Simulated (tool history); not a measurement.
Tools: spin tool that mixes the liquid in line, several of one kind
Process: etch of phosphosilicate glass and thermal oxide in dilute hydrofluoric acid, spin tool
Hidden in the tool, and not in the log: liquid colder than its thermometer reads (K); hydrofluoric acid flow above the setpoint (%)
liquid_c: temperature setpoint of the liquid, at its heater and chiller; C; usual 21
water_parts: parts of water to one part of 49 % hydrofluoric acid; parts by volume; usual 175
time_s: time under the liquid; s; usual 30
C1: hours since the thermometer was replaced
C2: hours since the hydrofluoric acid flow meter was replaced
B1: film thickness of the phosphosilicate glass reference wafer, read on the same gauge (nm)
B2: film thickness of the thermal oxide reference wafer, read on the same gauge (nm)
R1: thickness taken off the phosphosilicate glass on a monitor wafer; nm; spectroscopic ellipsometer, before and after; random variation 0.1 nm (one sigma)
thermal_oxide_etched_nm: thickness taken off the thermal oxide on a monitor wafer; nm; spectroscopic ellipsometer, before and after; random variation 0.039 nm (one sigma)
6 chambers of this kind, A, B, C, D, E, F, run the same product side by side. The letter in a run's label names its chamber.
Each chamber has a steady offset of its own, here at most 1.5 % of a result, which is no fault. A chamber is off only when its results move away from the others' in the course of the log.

Run 1E, day 0.471: usual settings; C1 30.1; C2 726.8; B1 110.01; B2 49.983. Result: R1 16.404 nm, thermal_oxide_etched_nm 0.66181 nm.
Run 2B, day 0.783: usual settings; C1 946.3; C2 105.3; B1 109.96; B2 50.012. Result: R1 16.542 nm, thermal_oxide_etched_nm 0.61380 nm.
Run 3A, day 1.117: usual settings; C1 1051.6; C2 1324.6; B1 109.99; B2 50.002. Result: R1 16.551 nm, thermal_oxide_etched_nm 0.67139 nm.
Run 4D, day 1.667: usual settings; C1 1921.7; C2 396.4; B1 110.02; B2 50.001. Result: R1 16.575 nm, thermal_oxide_etched_nm 0.64333 nm.
Run 5C, day 2.150: usual settings; C1 779.4; C2 1430.0; B1 110.02; B2 50.002. Result: R1 16.524 nm, thermal_oxide_etched_nm 0.63887 nm.
At day 2.496: chamber E: hydrofluoric acid flow meter replaced.
Run 6F, day 2.712: usual settings; C1 217.9; C2 1300.6; B1 110.01; B2 50.000. Result: R1 16.332 nm, thermal_oxide_etched_nm 0.65420 nm.
Run 7D, day 3.042: usual settings; C1 1954.7; C2 429.4; B1 109.98; B2 50.013. Result: R1 16.472 nm, thermal_oxide_etched_nm 0.61242 nm.
Run 8B, day 3.429: usual settings; C1 1009.8; C2 168.8; B1 109.99; B2 49.972. Result: R1 16.514 nm, thermal_oxide_etched_nm 0.64073 nm.
At day 3.758: chamber F: hydrofluoric acid flow meter replaced.
Run 9F, day 3.967: usual settings; C1 248.0; C2 5.1; B1 110.01; B2 49.984. Result: R1 16.466 nm, thermal_oxide_etched_nm 0.64186 nm.
Run 10E, day 4.308: usual settings; C1 122.2; C2 43.5; B1 110.01; B2 49.987. Result: R1 16.658 nm, thermal_oxide_etched_nm 0.67221 nm.
At day 4.712: chamber B: thermometer replaced.
Run 11A, day 4.754: usual settings; C1 1138.9; C2 1411.9; B1 109.99; B2 49.991. Result: R1 16.563 nm, thermal_oxide_etched_nm 0.66620 nm.
Run 12C, day 5.079: usual settings; C1 849.7; C2 1500.3; B1 110.02; B2 50.007. Result: R1 16.607 nm, thermal_oxide_etched_nm 0.65406 nm.
Run 13A, day 5.471: usual settings; C1 1156.1; C2 1429.1; B1 109.98; B2 49.992. Result: R1 16.384 nm, thermal_oxide_etched_nm 0.64683 nm.
Run 14B, day 5.867: usual settings; C1 27.7; C2 227.3; B1 110.02; B2 49.962. Result: R1 16.554 nm, thermal_oxide_etched_nm 0.73466 nm.
Run 15C, day 6.275: usual settings; C1 878.4; C2 1529.0; B1 109.99; B2 49.984. Result: R1 16.543 nm, thermal_oxide_etched_nm 0.68607 nm.
Run 16E, day 6.575: usual settings but water_parts 135 parts by volume, time_s 20 s; C1 176.6; C2 97.9; B1 110.00; B2 50.035. Result: R1 14.831 nm, thermal_oxide_etched_nm 0.58733 nm.
Run 17D, day 6.871: usual settings but water_parts 135 parts by volume, time_s 20 s; C1 2046.6; C2 521.3; B1 110.00; B2 50.015. Result: R1 14.736 nm, thermal_oxide_etched_nm 0.63240 nm.
Run 18F, day 7.412: usual settings but water_parts 135 parts by volume, time_s 20 s; C1 330.7; C2 87.8; B1 110.00; B2 49.976. Result: R1 14.720 nm, thermal_oxide_etched_nm 0.58440 nm.
Run 19D, day 7.704: usual settings but water_parts 135 parts by volume, time_s 20 s; C1 2066.6; C2 541.3; B1 110.00; B2 49.993. Result: R1 14.718 nm, thermal_oxide_etched_nm 0.59851 nm.
Run 20A, day 8.254: usual settings but water_parts 135 parts by volume, time_s 20 s; C1 1222.9; C2 1495.9; B1 109.99; B2 49.989. Result: R1 14.858 nm, thermal_oxide_etched_nm 0.54224 nm.
Run 21C, day 8.542: usual settings but water_parts 135 parts by volume, time_s 20 s; C1 932.8; C2 1583.4; B1 109.96; B2 50.006. Result: R1 14.904 nm, thermal_oxide_etched_nm 0.61287 nm.
Run 22F, day 8.958: usual settings; C1 367.8; C2 124.9; B1 110.01; B2 50.020. Result: R1 16.174 nm, thermal_oxide_etched_nm 0.66417 nm.
Run 23B, day 9.596: usual settings; C1 117.2; C2 316.8; B1 110.01; B2 50.019. Result: R1 16.679 nm, thermal_oxide_etched_nm 0.71673 nm.
Run 24E, day 10.133: usual settings; C1 262.0; C2 183.3; B1 110.00; B2 49.989. Result: R1 16.665 nm, thermal_oxide_etched_nm 0.66797 nm.
Run 25A, day 10.754: usual settings; C1 1282.9; C2 1555.9; B1 109.98; B2 49.993. Result: R1 16.360 nm, thermal_oxide_etched_nm 0.65539 nm.
Run 26D, day 11.212: usual settings; C1 2150.8; C2 625.5; B1 109.99; B2 50.013. Result: R1 16.528 nm, thermal_oxide_etched_nm 0.64300 nm.
Run 27C, day 11.496: usual settings; C1 1003.7; C2 1654.3; B1 110.00; B2 49.991. Result: R1 16.573 nm, thermal_oxide_etched_nm 0.68102 nm.
Run 28B, day 12.050: usual settings; C1 176.1; C2 375.7; B1 110.01; B2 50.046. Result: R1 16.323 nm, thermal_oxide_etched_nm 0.69790 nm.
Run 29F, day 12.688: usual settings but water_parts 110 parts by volume, time_s 40 s; C1 457.3; C2 214.4; B1 110.01; B2 49.979. Result: R1 37.026 nm, thermal_oxide_etched_nm 1.74560 nm.
Run 30E, day 13.017: usual settings but water_parts 110 parts by volume, time_s 40 s; C1 331.2; C2 252.5; B1 110.03; B2 50.026. Result: R1 37.703 nm, thermal_oxide_etched_nm 1.59620 nm.
Run 31E, day 13.488: usual settings but water_parts 110 parts by volume, time_s 40 s; C1 342.5; C2 263.8; B1 109.98; B2 49.999. Result: R1 37.708 nm, thermal_oxide_etched_nm 1.66040 nm.
Run 32C, day 14.075: usual settings but water_parts 110 parts by volume, time_s 40 s; C1 1065.6; C2 1716.2; B1 110.01; B2 50.027. Result: R1 37.385 nm, thermal_oxide_etched_nm 1.52230 nm.
Run 33B, day 14.383: usual settings but water_parts 110 parts by volume, time_s 40 s; C1 232.1; C2 431.7; B1 110.00; B2 49.969. Result: R1 37.929 nm, thermal_oxide_etched_nm 1.58210 nm.
Run 34A, day 14.808: usual settings but water_parts 110 parts by volume, time_s 40 s; C1 1380.2; C2 1653.2; B1 110.02; B2 49.990. Result: R1 37.677 nm, thermal_oxide_etched_nm 1.54000 nm.
Run 35F, day 15.329: usual settings; C1 520.7; C2 277.8; B1 110.00; B2 50.006. Result: R1 16.388 nm, thermal_oxide_etched_nm 0.69932 nm.
Run 36D, day 15.771: usual settings; C1 2260.2; C2 734.9; B1 110.00; B2 50.007. Result: R1 16.465 nm, thermal_oxide_etched_nm 0.69188 nm.
Run 37E, day 16.358: usual settings; C1 411.4; C2 332.7; B1 109.96; B2 50.018. Result: R1 16.563 nm, thermal_oxide_etched_nm 0.66220 nm.
Run 38B, day 16.883: usual settings; C1 292.1; C2 491.7; B1 110.00; B2 50.002. Result: R1 16.563 nm, thermal_oxide_etched_nm 0.65557 nm.
At day 17.471: chamber C: hydrofluoric acid flow meter replaced.
Run 39D, day 17.521: usual settings; C1 2302.2; C2 776.9; B1 109.99; B2 50.009. Result: R1 16.412 nm, thermal_oxide_etched_nm 0.66299 nm.
Run 40C, day 18.117: usual settings; C1 1162.6; C2 15.6; B1 109.99; B2 49.991. Result: R1 16.588 nm, thermal_oxide_etched_nm 0.62049 nm.
Run 41A, day 18.492: usual settings; C1 1468.6; C2 1741.6; B1 110.00; B2 49.973. Result: R1 16.456 nm, thermal_oxide_etched_nm 0.65470 nm.
Run 42F, day 18.888: usual settings; C1 606.1; C2 363.2; B1 110.02; B2 50.002. Result: R1 16.360 nm, thermal_oxide_etched_nm 0.65835 nm.
Run 43A, day 19.408: usual settings; C1 1490.6; C2 1763.6; B1 109.99; B2 50.022. Result: R1 16.451 nm, thermal_oxide_etched_nm 0.69690 nm.

Is one chamber off against the others, does the gauge drift, or is nothing wrong? If a chamber is off, say which, and what the likeliest cause is.

No chamber stands off beyond its own small offset, and the gauge holds steady.
